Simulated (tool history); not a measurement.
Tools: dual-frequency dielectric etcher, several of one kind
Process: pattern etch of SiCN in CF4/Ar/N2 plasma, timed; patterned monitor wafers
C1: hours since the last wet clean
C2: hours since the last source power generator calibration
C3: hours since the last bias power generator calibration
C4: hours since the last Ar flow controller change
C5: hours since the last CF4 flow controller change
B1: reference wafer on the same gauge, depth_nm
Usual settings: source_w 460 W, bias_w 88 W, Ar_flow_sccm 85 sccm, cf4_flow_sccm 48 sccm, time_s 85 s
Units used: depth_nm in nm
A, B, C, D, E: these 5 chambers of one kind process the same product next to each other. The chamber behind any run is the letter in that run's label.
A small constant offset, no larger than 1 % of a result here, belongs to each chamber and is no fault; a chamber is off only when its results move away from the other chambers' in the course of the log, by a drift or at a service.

Run 1C, day 0.367: usual settings; C1 263.3; C2 2242; C3 2227.5; C4 121.7; C5 2333.9; B1 67.394. Result: depth_nm 78.221 nm.
Run 2E, day 0.588: usual settings; C1 525.6; C2 538.1; C3 2703.4; C4 2506.9; C5 2037.9; B1 67.436. Result: depth_nm 78.066 nm.
Run 3A, day 0.833: usual settings; C1 309.2; C2 65.7; C3 4172.4; C4 1534.9; C5 749.4; B1 67.43. Result: depth_nm 78.328 nm.
Run 4B, day 1.183: usual settings; C1 36.2; C2 1929.4; C3 959.2; C4 1592.3; C5 648.7; B1 67.408. Result: depth_nm 77.665 nm.
At day 1.25: chamber A: wet clean of the chamber.
Run 5D, day 1.429: usual settings but bias_w 96 W; C1 63.4; C2 971.8; C3 4502; C4 3024.6; C5 1957.4; B1 67.421. Result: depth_nm 79.705 nm.
Run 6E, day 1.792: usual settings but bias_w 96 W; C1 554.5; C2 567; C3 2732.3; C4 2535.8; C5 2066.8; B1 67.441. Result: depth_nm 81.212 nm.
Run 7D, day 1.954: usual settings but bias_w 96 W; C1 76; C2 984.4; C3 4514.6; C4 3037.2; C5 1970; B1 67.4. Result: depth_nm 79.482 nm.
Run 8A, day 2.246: usual settings but bias_w 96 W; C1 23.9; C2 99.6; C3 4206.3; C4 1568.8; C5 783.3; B1 67.408. Result: depth_nm 80.714 nm.
At day 2.338: chamber C: bias power generator calibrated.
Run 9B, day 2.496: usual settings but bias_w 96 W; C1 67.7; C2 1960.9; C3 990.7; C4 1623.8; C5 680.2; B1 67.415. Result: depth_nm 80.964 nm.
Run 10C, day 2.738: usual settings; C1 320.2; C2 2298.9; C3 9.6; C4 178.6; C5 2390.8; B1 67.398. Result: depth_nm 77.889 nm.
Run 11E, day 2.958: usual settings; C1 582.5; C2 595; C3 2760.3; C4 2563.8; C5 2094.8; B1 67.355. Result: depth_nm 78.679 nm.
Run 12A, day 3.204: usual settings; C1 46.9; C2 122.6; C3 4229.3; C4 1591.8; C5 806.3; B1 67.409. Result: depth_nm 78.376 nm.
Run 13C, day 3.533: usual settings; C1 339.3; C2 2318; C3 28.7; C4 197.7; C5 2409.9; B1 67.405. Result: depth_nm 78.042 nm.
Run 14B, day 3.771: usual settings; C1 98.3; C2 1991.5; C3 1021.3; C4 1654.4; C5 710.8; B1 67.427. Result: depth_nm 77.504 nm.
Run 15D, day 4.046: usual settings but Ar_flow_sccm 101 sccm, time_s 100 s; C1 126.2; C2 1034.6; C3 4564.8; C4 3087.4; C5 2020.2; B1 67.396. Result: depth_nm 88.69 nm.
Run 16C, day 4.342: usual settings but Ar_flow_sccm 101 sccm, time_s 100 s; C1 358.7; C2 2337.4; C3 48.1; C4 217.1; C5 2429.3; B1 67.401. Result: depth_nm 89.654 nm.
Run 17D, day 4.508: usual settings but Ar_flow_sccm 101 sccm, time_s 100 s; C1 137.3; C2 1045.7; C3 4575.9; C4 3098.5; C5 2031.3; B1 67.389. Result: depth_nm 88.793 nm.
Run 18A, day 4.808: usual settings but Ar_flow_sccm 101 sccm, time_s 100 s; C1 85.4; C2 161.1; C3 4267.8; C4 1630.3; C5 844.8; B1 67.387. Result: depth_nm 89.708 nm.
Run 19B, day 5.079: usual settings but Ar_flow_sccm 101 sccm, time_s 100 s; C1 129.7; C2 2022.9; C3 1052.7; C4 1685.8; C5 742.2; B1 67.434. Result: depth_nm 89.062 nm.
Run 20E, day 5.308: usual settings; C1 638.9; C2 651.4; C3 2816.7; C4 2620.2; C5 2151.2; B1 67.421. Result: depth_nm 78.588 nm.
At day 5.558: chamber E: wet clean of the chamber.
Run 21A, day 5.65: usual settings; C1 105.6; C2 181.3; C3 4288; C4 1650.5; C5 865; B1 67.383. Result: depth_nm 78.263 nm.
Run 22C, day 5.9: usual settings; C1 396.1; C2 2374.8; C3 85.5; C4 254.5; C5 2466.7; B1 67.44. Result: depth_nm 79.28 nm.
Run 23E, day 6.162: usual settings; C1 14.5; C2 671.9; C3 2837.2; C4 2640.7; C5 2171.7; B1 67.367. Result: depth_nm 78.416 nm.
Run 24B, day 6.429: usual settings; C1 162.1; C2 2055.3; C3 1085.1; C4 1718.2; C5 774.6; B1 67.393. Result: depth_nm 77.895 nm.
Run 25D, day 6.708: usual settings; C1 190.1; C2 1098.5; C3 4628.7; C4 3151.3; C5 2084.1; B1 67.426. Result: depth_nm 77.289 nm.
Run 26C, day 6.95: usual settings but bias_w 96 W, time_s 97.5 s; C1 421.3; C2 2400; C3 110.7; C4 279.7; C5 2491.9; B1 67.422. Result: depth_nm 93.704 nm.
Run 27B, day 7.183: usual settings but bias_w 96 W, time_s 97.5 s; C1 180.2; C2 2073.4; C3 1103.2; C4 1736.3; C5 792.7; B1 67.485. Result: depth_nm 92.747 nm.
Run 28A, day 7.433: usual settings but bias_w 96 W, time_s 97.5 s; C1 148.4; C2 224.1; C3 4330.8; C4 1693.3; C5 907.8; B1 67.456. Result: depth_nm 93.002 nm.
Run 29D, day 7.675: usual settings but bias_w 96 W, time_s 97.5 s; C1 213.3; C2 1121.7; C3 4651.9; C4 3174.5; C5 2107.3; B1 67.371. Result: depth_nm 91.343 nm.
Run 30E, day 8.021: usual settings but bias_w 96 W, time_s 97.5 s; C1 59.1; C2 716.5; C3 2881.8; C4 2685.3; C5 2216.3; B1 67.375. Result: depth_nm 92.318 nm.
Run 31C, day 8.362: usual settings; C1 455.2; C2 2433.9; C3 144.6; C4 313.6; C5 2525.8; B1 67.466. Result: depth_nm 80.131 nm.
Run 32A, day 8.704: usual settings but Ar_flow_sccm 78 sccm; C1 178.9; C2 254.6; C3 4361.3; C4 1723.8; C5 938.3; B1 67.452. Result: depth_nm 78.655 nm.
Run 33E, day 8.9: usual settings but Ar_flow_sccm 78 sccm; C1 80.2; C2 737.6; C3 2902.9; C4 2706.4; C5 2237.4; B1 67.342. Result: depth_nm 79.317 nm.
Run 34D, day 9.071: usual settings but Ar_flow_sccm 78 sccm; C1 246.8; C2 1155.2; C3 4685.4; C4 3208; C5 2140.8; B1 67.4. Result: depth_nm 78.028 nm.
Run 35B, day 9.271: usual settings but Ar_flow_sccm 78 sccm; C1 230.3; C2 2123.5; C3 1153.3; C4 1786.4; C5 842.8; B1 67.452. Result: depth_nm 78.969 nm.
Run 36C, day 9.625: usual settings but Ar_flow_sccm 78 sccm; C1 485.5; C2 2464.2; C3 174.9; C4 343.9; C5 2556.1; B1 67.412. Result: depth_nm 81.741 nm.
Run 37A, day 9.796: usual settings but source_w 420 W, bias_w 69 W; C1 205.1; C2 280.8; C3 4387.5; C4 1750; C5 964.5; B1 67.384. Result: depth_nm 65.869 nm.
At day 9.933: chamber C: wet clean of the chamber.
Run 38E, day 10.012: usual settings but source_w 420 W, bias_w 69 W; C1 106.9; C2 764.3; C3 2929.6; C4 2733.1; C5 2264.1; B1 67.361. Result: depth_nm 66.973 nm.
Run 39D, day 10.312: usual settings but source_w 420 W, bias_w 69 W; C1 276.6; C2 1185; C3 4715.2; C4 3237.8; C5 2170.6; B1 67.406. Result: depth_nm 65.215 nm.
Run 40B, day 10.567: usual settings but source_w 420 W, bias_w 69 W; C1 261.4; C2 2154.6; C3 1184.4; C4 1817.5; C5 873.9; B1 67.374. Result: depth_nm 65.94 nm.
Run 41C, day 10.733: usual settings but source_w 420 W, bias_w 69 W; C1 19.2; C2 2490.8; C3 201.5; C4 370.5; C5 2582.7; B1 67.389. Result: depth_nm 68.442 nm.
Run 42D, day 10.938: usual settings; C1 291.6; C2 1200; C3 4730.2; C4 3252.8; C5 2185.6; B1 67.363. Result: depth_nm 77.372 nm.
Run 43E, day 11.154: usual settings; C1 134.3; C2 791.7; C3 2957; C4 2760.5; C5 2291.5; B1 67.384. Result: depth_nm 78.496 nm.

Next, every chamber runs the same settings. What will each give?
Run 44A, day 11.421: usual settings but time_s 75 s. Result: depth_nm ?.
Run 44B, day 11.421: usual settings but time_s 75 s. Result: depth_nm ?.
Run 44C, day 11.421: usual settings but time_s 75 s. Result: depth_nm ?.
Run 44D, day 11.421: usual settings but time_s 75 s. Result: depth_nm ?.
Run 44E, day 11.421: usual settings but time_s 75 s. Result: depth_nm ?.

run  depth_nm
44A     68.94
44B    69.099
44C    71.378
44D    67.919
44E     69.35
